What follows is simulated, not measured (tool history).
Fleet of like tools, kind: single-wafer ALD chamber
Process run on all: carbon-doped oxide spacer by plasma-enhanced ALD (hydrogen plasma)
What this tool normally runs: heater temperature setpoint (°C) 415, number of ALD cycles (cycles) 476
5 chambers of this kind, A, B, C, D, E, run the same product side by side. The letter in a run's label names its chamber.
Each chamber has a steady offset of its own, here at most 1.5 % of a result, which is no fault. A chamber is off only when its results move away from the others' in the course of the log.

| run | hour | heater temperature setpoint (°C) | number of ALD cycles (cycles) | hours since the last thermocouple change | read-back reference wafer on the same gauge, thickness_nm | mean film thickness on the monitor wafer (nm) |
|---|---|---|---|---|---|---|
| 1C | 6.9 | 415 | 476 | 1373.7 | 22.898 | 22.534 |
| 2E | 14.2 | 415 | 476 | 954.2 | 22.892 | 22.628 |
| 3A | 18.6 | 415 | 476 | 1625.2 | 22.893 | 22.455 |
| 4D | 27.5 | 415 | 476 | 172.4 | 22.887 | 22.920 |
| 5B | 35.6 | 415 | 476 | 1245.0 | 22.874 | 22.575 |
| 6E | 45.0 | 415 | 476 | 985.0 | 22.874 | 22.598 |
| 7D | 49.6 | 415 | 476 | 194.5 | 22.880 | 22.865 |
| 8A | 57.3 | 415 | 476 | 1663.9 | 22.866 | 22.431 |
| 9C | 62.6 | 415 | 476 | 1429.4 | 22.871 | 22.503 |
| 10B | 67.9 | 415 | 476 | 1277.3 | 22.871 | 22.520 |
| 11E | 75.5 | 426 | 476 | 1015.5 | 22.863 | 21.797 |
| 12D | 84.7 | 426 | 476 | 229.6 | 22.859 | 22.079 |
| 13B | 92.0 | 426 | 476 | 1301.4 | 22.866 | 21.809 |
| 14C | 99.5 | 426 | 476 | 1466.3 | 22.852 | 21.688 |
| 15A | 104.6 | 426 | 476 | 1711.2 | 22.847 | 21.663 |
|  | 106.4 | chamber B: thermocouple changed; heater temperature recalibrated |
| 16A | 110.2 | 415 | 555 | 1716.8 | 22.851 | 26.167 |
| 17D | 119.0 | 415 | 555 | 263.9 | 22.843 | 26.614 |
| 18E | 124.8 | 415 | 555 | 1064.8 | 22.846 | 26.298 |
| 19C | 132.2 | 415 | 555 | 1499.0 | 22.841 | 26.181 |
| 20B | 138.0 | 415 | 555 | 31.7 | 22.834 | 26.292 |
| 21B | 143.6 | 421 | 476 | 37.3 | 22.844 | 22.084 |
| 22D | 148.9 | 421 | 476 | 293.8 | 22.839 | 22.401 |
| 23A | 154.0 | 421 | 476 | 1760.6 | 22.825 | 21.999 |
| 24C | 160.7 | 421 | 476 | 1527.5 | 22.827 | 22.022 |
| 25E | 169.3 | 421 | 476 | 1109.3 | 22.829 | 22.064 |
| 26C | 177.6 | 427 | 513 | 1544.4 | 22.822 | 23.296 |
| 27E | 186.2 | 427 | 513 | 1126.2 | 22.821 | 23.375 |
| 28B | 190.9 | 427 | 513 | 84.6 | 22.814 | 23.313 |
| 29A | 197.5 | 427 | 513 | 1804.1 | 22.816 | 23.207 |
| 30D | 204.9 | 427 | 513 | 349.8 | 22.813 | 23.629 |
| 31D | 209.9 | 415 | 476 | 354.8 | 22.809 | 22.779 |
| 32A | 218.0 | 415 | 395 | 1824.6 | 22.795 | 18.553 |
| 33B | 225.1 | 415 | 395 | 118.8 | 22.801 | 18.685 |
| 34E | 230.0 | 415 | 395 | 1170.0 | 22.803 | 18.678 |
| 35C | 236.0 | 415 | 395 | 1602.8 | 22.803 | 18.618 |
| 36B | 243.2 | 415 | 395 | 136.9 | 22.800 | 18.634 |
| 37C | 249.4 | 415 | 476 | 1616.2 | 22.800 | 22.389 |

Has any chamber moved away from the others, gradually or after a service, or does the common gauge drift, or do the chambers differ only by their own small steady offsets? State the chamber and the most likely cause if one applies.

The shared gauge is drifting. All chambers look as if they move in step, but none is off.
What lies behind it: gauge reads low (%) = 0.486.
